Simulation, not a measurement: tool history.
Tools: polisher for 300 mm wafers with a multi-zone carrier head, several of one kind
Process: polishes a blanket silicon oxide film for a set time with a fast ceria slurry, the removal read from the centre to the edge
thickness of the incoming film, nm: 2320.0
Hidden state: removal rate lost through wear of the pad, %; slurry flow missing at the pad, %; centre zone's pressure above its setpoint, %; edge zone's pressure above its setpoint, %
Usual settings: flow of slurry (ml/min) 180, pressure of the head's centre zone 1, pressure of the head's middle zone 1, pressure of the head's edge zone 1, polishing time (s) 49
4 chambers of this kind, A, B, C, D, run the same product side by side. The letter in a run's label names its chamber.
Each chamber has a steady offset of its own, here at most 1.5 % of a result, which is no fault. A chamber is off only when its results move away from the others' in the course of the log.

run,hour,flow of slurry (ml/min),pressure of the head's centre zone,pressure of the head's middle zone,pressure of the head's edge zone,polishing time (s),wafers polished on this pad,hours since the slurry nozzle was cleaned,hours since the centre zone pressure was calibrated,hours since the edge zone pressure was calibrated,film removed at the wafer's centre (Å),film removed at mid-radius (Å),film removed at the wafer's edge (Å)
# hour 8.3: chamber A: worn pad replaced by a new one
1C,13.5,180,1,1,1,49,621,505.9,152.7,1133,8435.3,8136.3,8183.1
2B,23.7,180,1,1,1,49,820,36.9,128.7,271.5,8346.4,8055.1,8304.4
3D,32.2,180,1,1,1,49,574,230.3,839.8,55.6,8133.1,8062.5,8061
# hour 33: chamber C: worn pad replaced by a new one
4A,43.7,180,1,1,1,49,247,74.7,461.7,1382.5,8167.3,8211.8,8138.6
5C,51.9,120,1,1,1,49,132,544.3,191.1,1171.4,7551.1,7517.7,7625
# hour 55.8: chamber A: edge zone pressure recalibrated
6D,65.2,120,1,1,1,49,805,263.3,872.8,88.6,7447.4,7537.9,7658.4
7A,80.9,120,1,1,1,49,507,111.9,498.9,25.2,7467.6,7594.6,7636
8B,93.9,120,1,1,1,49,1311,107.1,198.9,341.7,7432.3,7676.7,7795.1
9A,107.8,180,1,1,1,49,695,138.8,525.8,52.1,8154.4,8399,8127
10C,118.1,180,1,1,1,49,594,610.5,257.3,1237.6,8189,7998.2,8210.1
# hour 121.3: chamber B: worn pad replaced by a new one
11B,126.2,180,1,1,1,49,34,139.4,231.2,374,8417.5,8312.1,8228.3
12D,138,180,1,1,1,49,1313,336.1,945.6,161.4,8266.2,8059.2,8070.5
# hour 139.9: chamber A: worn pad replaced by a new one
13C,147.2,180,1,1,1,49,797,639.6,286.4,1266.7,8225.8,8133.1,8163.7
# hour 148.5: chamber C: worn pad replaced by a new one
14B,156.5,180,1,1,1,49,246,169.7,261.5,404.3,8140.6,8382.1,8270
15D,169.3,180,1,1,1,49,1532,367.4,976.9,192.7,8162.7,7935.9,8090.9
# hour 182.5: chamber D: centre zone pressure recalibrated
16A,185.9,180,1,1,1,49,321,216.9,603.9,130.2,8194.8,8248.1,8376.3
17D,193.7,180,1,1,1,49,1702,391.8,11.2,217.1,8120,8008.4,7815.5
18A,201.2,180,1,1,1,49,428,232.2,619.2,145.5,8142,8012.6,8149.6
19B,214.8,180,1,1,1,49,653,228,319.8,462.6,7956.4,8246.7,8156.8
# hour 221.9: chamber C: centre zone pressure recalibrated
20C,223.6,180,1,1,1,49,524,716,1.8,1343.1,8117.7,8131.2,8258.6
# hour 233: chamber C: slurry nozzle cleaned
21B,236.1,180,1,1,1.08,44,801,249.3,341.1,483.9,7345.4,7509.6,7852.5
22D,252,180,1,1,1.08,44,2109,450.1,69.5,275.4,7094.5,6955.7,7384.5
23C,264.4,180,1,1,1.08,44,809,31.4,42.6,1383.9,7271.5,7311.6,7679.8
# hour 274.8: chamber C: worn pad replaced by a new one
24A,277.2,180,1,1,1.08,44,959,308.2,695.2,221.5,7459.4,7409,7553.2
25B,284.7,180,1,1,1,66,1141,297.9,389.7,532.5,11157,11247,11106
# hour 287.3: chamber A: worn pad replaced by a new one
# hour 289.1: chamber C: edge zone pressure recalibrated
26C,296.2,180,1,1,1,66,149,63.2,74.4,7.2,10868,11065,10904
27D,304.6,180,1,1,1,66,2476,502.7,122.1,328,10401,10104,10119
28A,316,180,1,1,1,66,200,347,734,260.3,10949,10980,10958
29B,332.4,180,1,1,1,49,1474,345.6,437.4,580.2,8270.1,8363.4,8259.2
30A,346.3,180,1,1,1,49,412,377.3,764.3,290.6,8355.7,8137.5,8169.8
31D,358.2,180,1,1,1.09,55,2851,556.3,175.7,381.6,8242.5,8183.4,8717.5
32C,370.1,180,1,1,1.09,55,665,137.1,148.3,81.1,9051.2,9248.5,9513.1
33C,384.7,180,1,1,1.09,55,767,151.7,162.9,95.7,9014.9,8873,9798.9

All 4 chambers run these settings next. Forecast each chamber's results:
34A,396.6,180,1,1,1,49,,,,,?,?,?
34B,396.6,180,1,1,1,49,,,,,?,?,?
34C,396.6,180,1,1,1,49,,,,,?,?,?
34D,396.6,180,1,1,1,49,,,,,?,?,?

run,film removed at the wafer's centre (Å),film removed at mid-radius (Å),film removed at the wafer's edge (Å)
34A,8161.4,8203.7,8179.8
34B,8172.5,8197.7,8281
34C,8175.5,8206.5,8254.6
34D,7188.1,7242.2,7089.3
